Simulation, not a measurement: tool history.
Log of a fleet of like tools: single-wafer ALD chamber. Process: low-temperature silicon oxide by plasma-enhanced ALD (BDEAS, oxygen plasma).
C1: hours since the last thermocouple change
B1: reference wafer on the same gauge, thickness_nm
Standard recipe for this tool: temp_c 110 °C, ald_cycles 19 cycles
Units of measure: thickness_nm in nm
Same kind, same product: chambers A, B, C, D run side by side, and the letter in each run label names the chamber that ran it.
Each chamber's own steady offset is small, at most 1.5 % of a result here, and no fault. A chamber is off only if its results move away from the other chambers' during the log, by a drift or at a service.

run 1B hour=9.8 | temp_c=110 ald_cycles=19 | C1=1872.4 | B1=2.6292 | thickness_nm=2.6745
run 2C hour=18.8 | temp_c=110 ald_cycles=19 | C1=1711.5 | B1=2.6299 | thickness_nm=2.6948
run 3D hour=29.4 | temp_c=110 ald_cycles=19 | C1=501.6 | B1=2.6293 | thickness_nm=2.6587
run 4A hour=36.4 | temp_c=110 ald_cycles=19 | C1=2096.7 | B1=2.6287 | thickness_nm=2.6547
-- hour=38.8 chamber A: thermocouple changed; heater temperature recalibrated
run 5A hour=45.1 | temp_c=120 ald_cycles=19 | C1=6.4 | B1=2.6286 | thickness_nm=2.6119
run 6B hour=52.3 | temp_c=120 ald_cycles=19 | C1=1914.9 | B1=2.6282 | thickness_nm=2.6190
run 7D hour=59.9 | temp_c=120 ald_cycles=19 | C1=532.1 | B1=2.6284 | thickness_nm=2.6103
run 8C hour=67.8 | temp_c=120 ald_cycles=19 | C1=1760.5 | B1=2.6275 | thickness_nm=2.6476
run 9C hour=74.1 | temp_c=110 ald_cycles=19 | C1=1766.8 | B1=2.6285 | thickness_nm=2.6946
run 10B hour=82.1 | temp_c=110 ald_cycles=19 | C1=1944.7 | B1=2.6273 | thickness_nm=2.6639
run 11A hour=93.3 | temp_c=110 ald_cycles=19 | C1=54.6 | B1=2.6265 | thickness_nm=2.6588
run 12D hour=98.6 | temp_c=110 ald_cycles=19 | C1=570.8 | B1=2.6265 | thickness_nm=2.6551
run 13B hour=109.3 | temp_c=110 ald_cycles=19 | C1=1971.9 | B1=2.6266 | thickness_nm=2.6611
run 14A hour=116.8 | temp_c=110 ald_cycles=19 | C1=78.1 | B1=2.6257 | thickness_nm=2.6542
run 15C hour=122.4 | temp_c=110 ald_cycles=19 | C1=1815.1 | B1=2.6254 | thickness_nm=2.6917
run 16D hour=130.2 | temp_c=110 ald_cycles=19 | C1=602.4 | B1=2.6265 | thickness_nm=2.6560
run 17D hour=141.7 | temp_c=110 ald_cycles=19 | C1=613.9 | B1=2.6248 | thickness_nm=2.6566
run 18A hour=152.3 | temp_c=110 ald_cycles=19 | C1=113.6 | B1=2.6247 | thickness_nm=2.6557
run 19C hour=158.3 | temp_c=110 ald_cycles=19 | C1=1851.0 | B1=2.6245 | thickness_nm=2.6937
run 20B hour=168.7 | temp_c=110 ald_cycles=19 | C1=2031.3 | B1=2.6239 | thickness_nm=2.6602
run 21B hour=178.9 | temp_c=110 ald_cycles=17 | C1=2041.5 | B1=2.6246 | thickness_nm=2.3835
run 22D hour=189.4 | temp_c=110 ald_cycles=17 | C1=661.6 | B1=2.6234 | thickness_nm=2.3752
run 23A hour=200.5 | temp_c=110 ald_cycles=17 | C1=161.8 | B1=2.6224 | thickness_nm=2.3688
run 24C hour=208.8 | temp_c=110 ald_cycles=17 | C1=1901.5 | B1=2.6225 | thickness_nm=2.4069
run 25D hour=220.3 | temp_c=110 ald_cycles=17 | C1=692.5 | B1=2.6220 | thickness_nm=2.3774
run 26B hour=227.9 | temp_c=110 ald_cycles=17 | C1=2090.5 | B1=2.6219 | thickness_nm=2.3815
run 27A hour=238.3 | temp_c=110 ald_cycles=17 | C1=199.6 | B1=2.6217 | thickness_nm=2.3681
run 28C hour=246.8 | temp_c=110 ald_cycles=17 | C1=1939.5 | B1=2.6210 | thickness_nm=2.4089
run 29B hour=255.2 | temp_c=110 ald_cycles=19 | C1=2117.8 | B1=2.6213 | thickness_nm=2.6641
run 30D hour=265.1 | temp_c=110 ald_cycles=19 | C1=737.3 | B1=2.6207 | thickness_nm=2.6490
run 31A hour=273.7 | temp_c=110 ald_cycles=19 | C1=235.0 | B1=2.6208 | thickness_nm=2.6522
run 32C hour=285.2 | temp_c=110 ald_cycles=19 | C1=1977.9 | B1=2.6200 | thickness_nm=2.6896
run 33A hour=295.2 | temp_c=110 ald_cycles=19 | C1=256.5 | B1=2.6193 | thickness_nm=2.6536
run 34B hour=304.2 | temp_c=110 ald_cycles=19 | C1=2166.8 | B1=2.6196 | thickness_nm=2.6624
run 35C hour=311.8 | temp_c=110 ald_cycles=19 | C1=2004.5 | B1=2.6194 | thickness_nm=2.6863
run 36D hour=322.3 | temp_c=110 ald_cycles=19 | C1=794.5 | B1=2.6193 | thickness_nm=2.6487

All chambers now run identical settings, listed one chamber a line with results as question marks. What results will each chamber show?
run 37A hour=331.1 | temp_c=110 ald_cycles=19 | thickness_nm=?
run 37B hour=331.1 | temp_c=110 ald_cycles=19 | thickness_nm=?
run 37C hour=331.1 | temp_c=110 ald_cycles=19 | thickness_nm=?
run 37D hour=331.1 | temp_c=110 ald_cycles=19 | thickness_nm=?

run=37A thickness_nm=2.6540
run=37B thickness_nm=2.6556
run=37C thickness_nm=2.6895
run=37D thickness_nm=2.6498
